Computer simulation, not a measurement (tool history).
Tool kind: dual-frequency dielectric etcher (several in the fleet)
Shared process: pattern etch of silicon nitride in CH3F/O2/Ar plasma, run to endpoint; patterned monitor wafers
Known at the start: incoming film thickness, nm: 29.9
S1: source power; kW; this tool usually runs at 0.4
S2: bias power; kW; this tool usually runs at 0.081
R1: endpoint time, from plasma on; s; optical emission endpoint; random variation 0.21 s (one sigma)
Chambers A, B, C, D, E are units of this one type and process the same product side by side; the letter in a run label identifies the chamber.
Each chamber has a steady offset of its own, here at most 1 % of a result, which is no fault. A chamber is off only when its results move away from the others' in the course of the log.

| run | hour | S1 | S2 | R1 |
|---|---|---|---|---|
| 1D | 5.1 | 0.4 | 0.081 | 40.856 |
| 2E | 12.1 | 0.4 | 0.081 | 41.325 |
| 3A | 17.9 | 0.4 | 0.081 | 41.825 |
| 4B | 25.2 | 0.4 | 0.081 | 41.454 |
| 5C | 33.5 | 0.4 | 0.081 | 41.765 |
| 6E | 38.3 | 0.4 | 0.081 | 41.246 |
| 7B | 44.1 | 0.4 | 0.081 | 41.489 |
| 8D | 51.9 | 0.4 | 0.081 | 40.877 |
| 9C | 56.8 | 0.4 | 0.081 | 41.77 |
| 10A | 65.8 | 0.4 | 0.081 | 41.75 |
| 11B | 76.1 | 0.4 | 0.081 | 41.662 |
| 12D | 81.1 | 0.49 | 0.095 | 35.678 |
| 13E | 88.1 | 0.49 | 0.095 | 36.061 |
| 14A | 97.3 | 0.49 | 0.095 | 36.438 |
| 15C | 103.3 | 0.49 | 0.095 | 36.562 |
| 16B | 110.4 | 0.49 | 0.095 | 36.465 |
| 17D | 116.1 | 0.4 | 0.081 | 40.967 |
| 18E | 124.3 | 0.4 | 0.081 | 40.812 |
| 19C | 133.9 | 0.4 | 0.081 | 41.467 |
| 20A | 143 | 0.4 | 0.081 | 41.704 |
|  | 146.6 | chamber B: wet clean of the chamber |
|  | 150.9 | chamber A: bias power generator calibrated |
| 21C | 151.2 | 0.35 | 0.081 | 44.023 |
| 22B | 155.8 | 0.35 | 0.081 | 43.516 |
| 23D | 161.1 | 0.35 | 0.081 | 43.118 |
|  | 168.7 | chamber E: wet clean of the chamber |
| 24E | 171.8 | 0.35 | 0.081 | 42.957 |
|  | 174.7 | chamber D: wet clean of the chamber |
| 25A | 179.8 | 0.35 | 0.081 | 43.916 |
| 26C | 185.4 | 0.4 | 0.063 | 45.162 |
| 27B | 194.6 | 0.4 | 0.063 | 45.175 |
| 28E | 204.1 | 0.4 | 0.063 | 44.923 |
| 29D | 208.8 | 0.4 | 0.063 | 47.432 |
|  | 214.5 | chamber A: wet clean of the chamber |
| 30A | 217.6 | 0.4 | 0.063 | 45.617 |
| 31D | 228.1 | 0.4 | 0.081 | 43.35 |
| 32C | 238.4 | 0.4 | 0.081 | 41.165 |
| 33B | 246.9 | 0.4 | 0.081 | 41.518 |
| 34A | 254.6 | 0.4 | 0.081 | 41.345 |
| 35E | 265.1 | 0.45 | 0.081 | 39.319 |
| 36C | 273 | 0.45 | 0.081 | 40.056 |
| 37E | 279.2 | 0.45 | 0.081 | 39.342 |
| 38B | 284.4 | 0.45 | 0.081 | 39.92 |
| 39A | 293.1 | 0.45 | 0.081 | 39.883 |

All chambers now run identical settings, listed one chamber a line with results as question marks. What results will each chamber show?
| 40A | 300.8 | 0.49 | 0.081 | ? |
| 40B | 300.8 | 0.49 | 0.081 | ? |
| 40C | 300.8 | 0.49 | 0.081 | ? |
| 40D | 300.8 | 0.49 | 0.081 | ? |
| 40E | 300.8 | 0.49 | 0.081 | ? |

| run | R1 |
|---|---|
| 40A | 38.367 |
| 40B | 38.344 |
| 40C | 38.729 |
| 40D | 40.49 |
| 40E | 38.549 |
